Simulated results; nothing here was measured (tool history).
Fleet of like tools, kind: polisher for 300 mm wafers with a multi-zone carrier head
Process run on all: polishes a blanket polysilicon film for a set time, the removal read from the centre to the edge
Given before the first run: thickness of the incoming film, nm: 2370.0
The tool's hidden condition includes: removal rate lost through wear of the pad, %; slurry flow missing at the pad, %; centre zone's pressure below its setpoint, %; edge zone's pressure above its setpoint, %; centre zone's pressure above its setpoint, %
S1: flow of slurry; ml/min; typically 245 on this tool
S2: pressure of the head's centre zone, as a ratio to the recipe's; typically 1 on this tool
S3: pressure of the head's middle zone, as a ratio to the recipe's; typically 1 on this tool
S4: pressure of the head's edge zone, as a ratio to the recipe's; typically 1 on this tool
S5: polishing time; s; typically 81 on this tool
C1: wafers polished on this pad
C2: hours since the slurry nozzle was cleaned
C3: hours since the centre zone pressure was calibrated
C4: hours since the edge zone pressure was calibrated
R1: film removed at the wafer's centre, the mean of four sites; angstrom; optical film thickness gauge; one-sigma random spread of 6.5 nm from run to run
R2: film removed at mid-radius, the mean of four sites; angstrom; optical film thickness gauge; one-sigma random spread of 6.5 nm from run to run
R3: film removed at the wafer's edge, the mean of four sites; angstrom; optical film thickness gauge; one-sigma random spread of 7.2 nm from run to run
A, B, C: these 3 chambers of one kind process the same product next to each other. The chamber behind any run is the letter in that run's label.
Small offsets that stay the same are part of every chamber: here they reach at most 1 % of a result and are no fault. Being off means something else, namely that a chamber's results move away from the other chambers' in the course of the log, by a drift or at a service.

run   hour   S1    S2    S3    S4  S5    C1     C2     C3     C4      R1      R2      R3
 1A    9.3  245     1     1     1  81   130  387.1  291.7  653.7  5960.3  6057.4  5964.2
 2B   18.4  245     1     1     1  81   377  252.5   85.9  253.8  5916.8  6076.6    6081
 3C   27.5  245     1     1     1  81   713  443.9  145.7  631.9  5950.7  6012.7  6163.4
      28.2  -- chamber C: slurry nozzle cleaned
      30.1  -- chamber B: worn pad replaced by a new one
 4C   35.5  245     1     1     1  81   759    7.4  153.7  639.9  6035.8  6187.2  5933.8
 5B   42.1  245     1     1     1  81    69  276.2  109.6  277.5  6069.2  6129.2  6146.4
 6A   49.1  245     1     1     1  81   362  426.9  331.5  693.5  6095.7  6015.9  6151.1
 7B   59.1  245     1     1     1  81   168  293.2  126.6  294.5  6014.4  6094.5  5983.9
 8C   68.5  245     1     1     1  81   951   40.4  186.7  672.9    6134  6109.8  6041.3
 9A   74.8  245     1  0.88     1  81   511  452.6  357.2  719.2  5927.7  5425.3  6167.1
10A     80  245     1  0.88     1  81   542  457.8  362.4  724.4  6011.1  5336.6  6113.1
11B   87.6  245     1  0.88     1  81   334  321.7  155.1    323  6201.9  5453.2  5965.2
      92.2  -- chamber C: worn pad replaced by a new one
12C   92.6  245     1     1     1  81     2   64.5  210.8    697  6115.3  6033.8  6087.9
13B   97.9  245   1.1     1     1  81   394    332  165.4  333.3  6750.3  6030.8  6036.8
14A  102.3  245   1.1     1     1  81   671  480.1  384.7  746.7  6601.4  6036.8    6053
     106.7  -- chamber B: slurry nozzle cleaned
15C  108.5  245   1.1     1     1  81    95   80.4  226.7  712.9    6743  6021.5  6159.5
16A  113.4  245     1     1     1  81   736  491.2  395.8  757.8  5987.6  5933.8  6162.4
     122.6  -- chamber B: worn pad replaced by a new one
17B  122.7  245     1     1     1  81     0   16.1  190.2  358.1  6248.6  6036.8  6112.9
18C  128.4  245     1     1     1  81   210  100.3  246.6  732.8  6171.3  6073.2  5999.5
19B  132.9  245     1     1     1  81    60   26.3  200.4  368.3  6103.3  6170.1  6019.3
20C    139  245     1     1     1  81   272  110.9  257.2  743.4  6204.9  5958.2  6182.5
21A  145.6  245     1     1     1  81   923  523.4    428    790    5943  6127.4  6208.1
22C  149.9  245     1     1     1  81   335  121.8  268.1  754.3    6149    6033  6112.2
23A  155.9  245     1     1     1  81   983  533.7  438.3  800.3  5983.6  6066.8  6173.3
24B  162.6  245     1     1     1  81   232     56  230.1    398  6162.3  6084.8  6041.6
25B  169.2  245     1     1     1  81   271   62.6  236.7  404.6  6085.7  6071.5  6083.2
26C  176.3  245     1     1     1  81   489  148.2  294.5  780.7  6029.4  6074.8  6059.8
27A  183.6  245     1  1.04  1.08  81  1144  561.4    466    828  5965.1  6188.5  6487.3
28B  193.2  245     1  1.04  1.08  81   410   86.6  260.7  428.6  6076.2  6313.3  6209.6
     198.7  -- chamber A: worn pad replaced by a new one
29C  202.8  245     1  1.04  1.08  81   643  174.7    321  807.2  6175.7  6268.4  6351.5
30A  209.9  245     1  0.92     1  81    65  587.7  492.3  854.3  5976.2  5549.7  6244.7
31A  215.4  245     1  0.92     1  81    97  593.2  497.8  859.8  5851.1  5615.3  6164.5
     220.2  -- chamber B: worn pad replaced by a new one
32B  220.5  245     1  0.92     1  81     2  113.9    288  455.9  6115.6  5597.1  6067.1
33C  226.3  245  0.89     1     1  81   780  198.2  344.5  830.7  5532.2  6052.7    5984
34C  235.7  245  0.89     1     1  81   834  207.6  353.9  840.1  5339.2  6073.5  6149.4
35B  243.2  245  0.89     1     1  81   134  136.6  310.7  478.6  5399.6  6042.7  6080.7
36A  248.6  245     1     1     1  81   290  626.4    531    893  5942.3  6014.2  6016.6
37C  253.9  245     1     1     1  81   940  225.8  372.1  858.3    6011  6106.6  6085.8
38B  262.2  245     1     1     1  81   244  155.6  329.7  497.6  6026.7  5922.6  6020.8
39A  269.7  245     1     1     1  81   413  647.5  552.1  914.1  5871.4  6096.9  6084.4
40A  275.1  245     1     1     1  81   444  652.9  557.5  919.5  5853.9    5928  6090.8
     281.2  -- chamber C: worn pad replaced by a new one
41C  282.7  245  0.93     1  1.04  81     9  254.6  400.9  887.1  5798.1  6195.5  6121.7
42B  288.6  245  0.93     1  1.04  81   398    182  356.1    524  5686.3    6086  6196.3

Read the log: is a single chamber off, either drifting away or since a service, is the gauge that measures every chamber drifting, or is nothing wrong beyond small per-chamber offsets? Name any odd chamber and what most likely caused it.

One chamber, A, drifts off from the rest bit by bit.
Most likely cause: centre zone's pressure below its setpoint, % = 5.01.

Which of the 4 candidates below, each the usual settings with something changed and its results left as question marks, puts chamber A back in line with what the other chambers give on the usual settings?
Counts as in line when no further than this from what the other chambers average on the usual settings: R1 230 angstrom; R2 230 angstrom; R3 250 angstrom
43A-1  295.7  235   0.9  1.01  1.04  80                   ?   ?   ?
43A-2  295.7  250  1.05     1  0.98  81                   ?   ?   ?
43A-3  295.7  240  0.95     1  1.02  81                   ?   ?   ?
43A-4  295.7  255   1.1  0.99  0.96  82                   ?   ?   ?

The mean the other chambers reach with the usual settings: R1 6116 angstrom; R2 6066.5 angstrom; R3 6068.7 angstrom
  run      R1      R2      R3
43A-1    5014  6014.2  6129.4
43A-2  6052.8  6075.4  6047.2
43A-3  5400.6  6048.4  6154.4
43A-4  6458.8  6106.8  6067.5
43A-2 is the one that brings the chamber's results back in line with the other chambers.
